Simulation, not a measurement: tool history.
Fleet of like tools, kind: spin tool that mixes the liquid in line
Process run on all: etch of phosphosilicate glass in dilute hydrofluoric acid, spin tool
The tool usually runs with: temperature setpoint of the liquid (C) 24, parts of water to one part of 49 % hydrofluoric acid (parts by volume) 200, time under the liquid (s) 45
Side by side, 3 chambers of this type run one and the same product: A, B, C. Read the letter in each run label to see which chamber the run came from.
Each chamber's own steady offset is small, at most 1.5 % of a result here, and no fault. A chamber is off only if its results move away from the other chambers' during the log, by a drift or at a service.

run,hour,temperature setpoint of the liquid (C),parts of water to one part of 49 % hydrofluoric acid (parts by volume),time under the liquid (s),hours since the thermometer was replaced,hours since the hydrofluoric acid flow meter was replaced,"read-back film thickness of the phosphosilicate glass reference wafer, read on the same gauge (nm)",thickness taken off the phosphosilicate glass on a monitor wafer (Å)
1A,4.1,24,200,45,283.8,740.6,129.97,318.42
2B,7.9,24,200,45,646.6,891.2,130.01,318.12
3C,13,24,200,45,1097.2,612.9,130.01,319.77
4C,16.8,24,200,45,1101,616.7,129.99,319.54
5B,22.2,24,200,45,660.9,905.5,130.01,311.6
6A,25.9,24,200,45,305.6,762.4,129.98,316.43
7B,28.8,24,200,45,667.5,912.1,129.98,313.85
8A,34.2,24,200,45,313.9,770.7,130.04,312.8
9C,39.7,24,280,45,1123.9,639.6,129.99,211.18
10B,42.6,24,280,45,681.3,925.9,130,208.42
11C,45,24,280,45,1129.2,644.9,129.98,212.03
12A,50,24,200,45,329.7,786.5,129.98,321.24
13A,53,28.5,200,35,332.7,789.5,129.95,291.43
14C,57.2,28.5,200,35,1141.4,657.1,130,297.98
15B,61.7,28.5,200,35,700.4,945,129.98,287.79
16C,64.1,24,170,60,1148.3,664,130.03,525.79
17B,69,24,170,60,707.7,952.3,129.99,512.28
18A,73.1,24,170,60,352.8,809.6,129.96,524.16
19A,76.5,24,200,45,356.2,813,130.02,319.13
20B,81.4,24,200,45,720.1,964.7,130.02,318.36
21C,84.5,24,200,45,1168.7,684.4,130.02,330.96
22C,87.7,24,270,45,1171.9,687.6,130.02,228.32
23A,90.2,24,270,45,369.9,826.7,129.98,221.32
24B,94.7,24,270,45,733.4,978,130,217.57
25A,98.7,24,200,45,378.4,835.2,129.98,318.32
26B,102.4,24,200,45,741.1,985.7,130,310.63
27C,106.5,24,200,45,1190.7,706.4,129.98,341.4
28B,109.2,26.5,200,20,747.9,992.5,130.06,152.41
29C,113.8,26.5,200,20,1198,713.7,130.01,166.9
30A,116.4,26.5,200,20,396.1,852.9,130.02,154.01
# hour 117.1: chamber B: hydrofluoric acid flow meter replaced
31C,120.3,24,200,45,1204.5,720.2,130,345.79
32B,124.3,24,200,45,763,7.3,129.99,315.66
33A,127.8,24,200,45,407.5,864.3,129.99,319.05
34B,130.5,24,200,45,769.2,13.5,130.04,312.72
35A,134.7,26.5,200,45,414.4,871.2,129.99,348.57
36C,139.5,26.5,200,45,1223.7,739.4,130.01,383.74
37B,145,26.5,200,45,783.7,28,130.02,345.94
38A,149.1,24,200,45,428.8,885.6,129.97,316.4
39C,152.1,21.5,245,45,1236.3,752,130.03,248.01
40A,156.5,21.5,245,45,436.2,893,129.99,226.63
41B,159.3,21.5,245,45,798,42.3,130,222.13
42C,164.4,24,200,45,1248.6,764.3,129.98,359.69

Read the log: is a single chamber off, either drifting away or since a service, is the gauge that measures every chamber drifting, or is nothing wrong beyond small per-chamber offsets? Name any odd chamber and what most likely caused it.

One chamber, C, drifts off from the rest bit by bit.
Likeliest cause: hydrofluoric acid flow above the setpoint (%) = 9.8.
From this log alone, it may not be told apart from: liquid hotter than its thermometer reads (K).

Here are 4 candidates for chamber C's next run, each the usual settings with a change, their results left as question marks. Which one brings its results back in line with what the others give on the usual settings?
To be in line, a result may differ from the other chambers' mean on the usual settings by at most: thickness taken off the phosphosilicate glass on a monitor wafer (Å) 9.2
43C-1,168.4,24.5,200,50,,,,?
43C-2,168.4,24,190,45,,,,?
43C-3,168.4,20.5,200,45,,,,?
43C-4,168.4,24,210,45,,,,?

On the usual settings, the other chambers give on average: thickness taken off the phosphosilicate glass on a monitor wafer (Å) 316.52
run,thickness taken off the phosphosilicate glass on a monitor wafer (Å)
43C-1,407.76
43C-2,382.89
43C-3,315.1
43C-4,339.74
The answer is 43C-3, which returns the chamber to within the allowed miss of the others.

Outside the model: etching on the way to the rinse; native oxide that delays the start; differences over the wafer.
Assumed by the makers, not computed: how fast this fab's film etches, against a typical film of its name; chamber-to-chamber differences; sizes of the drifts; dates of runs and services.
